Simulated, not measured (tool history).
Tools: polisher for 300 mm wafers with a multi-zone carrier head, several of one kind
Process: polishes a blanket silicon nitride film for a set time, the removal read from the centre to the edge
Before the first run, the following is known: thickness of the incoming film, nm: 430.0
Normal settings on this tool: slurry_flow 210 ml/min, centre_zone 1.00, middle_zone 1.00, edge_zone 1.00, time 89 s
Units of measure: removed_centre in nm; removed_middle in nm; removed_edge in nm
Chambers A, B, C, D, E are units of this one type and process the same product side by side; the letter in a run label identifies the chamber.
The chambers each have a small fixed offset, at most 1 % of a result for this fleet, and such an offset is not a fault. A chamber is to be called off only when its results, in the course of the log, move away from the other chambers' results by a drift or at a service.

run,hour,slurry_flow,centre_zone,middle_zone,edge_zone,time,removed_centre,removed_middle,removed_edge
# hour 3.4: chamber A: worn pad replaced by a new one
1D,10.6,210,1.00,1.00,1.00,89,144.56,146.45,145.44
2E,17.6,210,1.00,1.00,1.00,89,145.80,142.98,145.16
# hour 18.0: chamber C: worn pad replaced by a new one
# hour 21.2: chamber D: worn pad replaced by a new one
3C,30.0,210,1.00,1.00,1.00,89,145.66,146.40,144.67
4B,40.8,210,1.00,1.00,1.00,89,143.04,145.70,143.29
5A,49.5,210,1.00,1.00,1.04,89,144.59,145.99,150.25
6D,61.8,210,1.00,1.00,1.04,89,148.50,145.14,145.59
7E,74.4,210,1.00,1.00,1.04,89,145.29,143.60,145.88
8A,81.5,210,1.00,1.00,1.04,89,145.73,146.66,149.40
# hour 83.6: chamber C: worn pad replaced by a new one
# hour 88.6: chamber E: worn pad replaced by a new one
9C,89.6,210,1.00,1.00,1.04,89,144.64,146.72,147.19
10B,101.0,210,1.00,1.00,1.00,89,144.12,143.24,142.52
11D,112.2,210,1.00,1.00,1.00,89,147.25,146.82,143.50
# hour 120.7: chamber B: edge zone pressure recalibrated
12A,122.2,210,1.00,1.00,1.00,89,145.05,144.40,146.65
# hour 123.4: chamber B: slurry nozzle cleaned
# hour 123.7: chamber A: worn pad replaced by a new one
13E,132.4,210,1.00,1.00,1.00,89,145.46,144.01,143.75
# hour 134.5: chamber A: edge zone pressure recalibrated
14C,141.5,210,1.00,1.00,1.00,89,142.55,145.42,142.00
# hour 143.8: chamber D: worn pad replaced by a new one
# hour 144.5: chamber C: worn pad replaced by a new one
15B,154.1,250,1.00,1.08,1.00,89,143.70,155.57,140.85
16B,159.9,250,1.00,1.08,1.00,89,144.08,153.17,141.75
17D,167.3,250,1.00,1.08,1.00,89,148.73,159.28,146.38
# hour 168.4: chamber D: slurry nozzle cleaned
18C,177.4,250,1.00,1.08,1.00,89,148.87,157.67,146.31
# hour 182.2: chamber E: worn pad replaced by a new one
19E,185.0,250,1.00,1.08,1.00,89,148.93,157.38,145.91
20A,192.4,210,1.00,1.00,1.00,89,144.20,147.61,148.26
21D,204.3,210,1.00,1.00,1.00,89,146.02,146.06,147.17
22E,212.1,210,1.00,1.00,1.00,89,145.28,144.07,142.55
# hour 216.4: chamber C: worn pad replaced by a new one
# hour 222.9: chamber A: worn pad replaced by a new one
23C,222.9,210,1.07,1.07,1.00,89,155.77,152.84,146.46
24A,229.8,210,1.07,1.07,1.00,89,154.07,155.92,142.88
25B,238.7,210,1.07,1.07,1.00,89,147.09,146.53,136.46
26A,245.7,210,1.07,1.07,1.00,89,156.35,157.92,146.24
27E,257.1,210,1.07,1.07,1.00,89,154.91,151.06,143.21
28D,266.9,210,1.00,1.00,1.00,89,146.67,145.76,144.81
# hour 270.6: chamber C: slurry nozzle cleaned
29C,278.4,210,1.00,1.00,1.00,89,145.33,145.10,145.09
# hour 278.5: chamber C: worn pad replaced by a new one
# hour 279.5: chamber E: worn pad replaced by a new one
# hour 280.0: chamber C: edge zone pressure recalibrated
# hour 283.3: chamber A: slurry nozzle cleaned
30B,290.2,210,1.00,1.00,1.00,89,134.94,133.97,138.44
# hour 291.7: chamber E: edge zone pressure recalibrated
# hour 295.1: chamber E: centre zone pressure recalibrated
31B,296.1,210,1.00,1.00,1.00,89,135.57,136.82,133.06
32E,304.3,210,1.00,1.00,1.00,89,144.25,142.13,141.49
33A,310.8,210,1.00,1.00,1.00,89,147.25,145.57,145.23
34C,323.2,210,1.00,1.00,1.00,118,192.21,191.76,190.12

All 5 chambers run these settings next. Forecast each chamber's results:
35A,332.4,210,1.00,1.00,1.00,89,?,?,?
35B,332.4,210,1.00,1.00,1.00,89,?,?,?
35C,332.4,210,1.00,1.00,1.00,89,?,?,?
35D,332.4,210,1.00,1.00,1.00,89,?,?,?
35E,332.4,210,1.00,1.00,1.00,89,?,?,?

run,removed_centre,removed_middle,removed_edge
35A,146.83,145.82,146.06
35B,133.86,133.32,132.13
35C,143.34,145.03,144.93
35D,144.82,146.59,146.39
35E,143.72,142.72,144.79
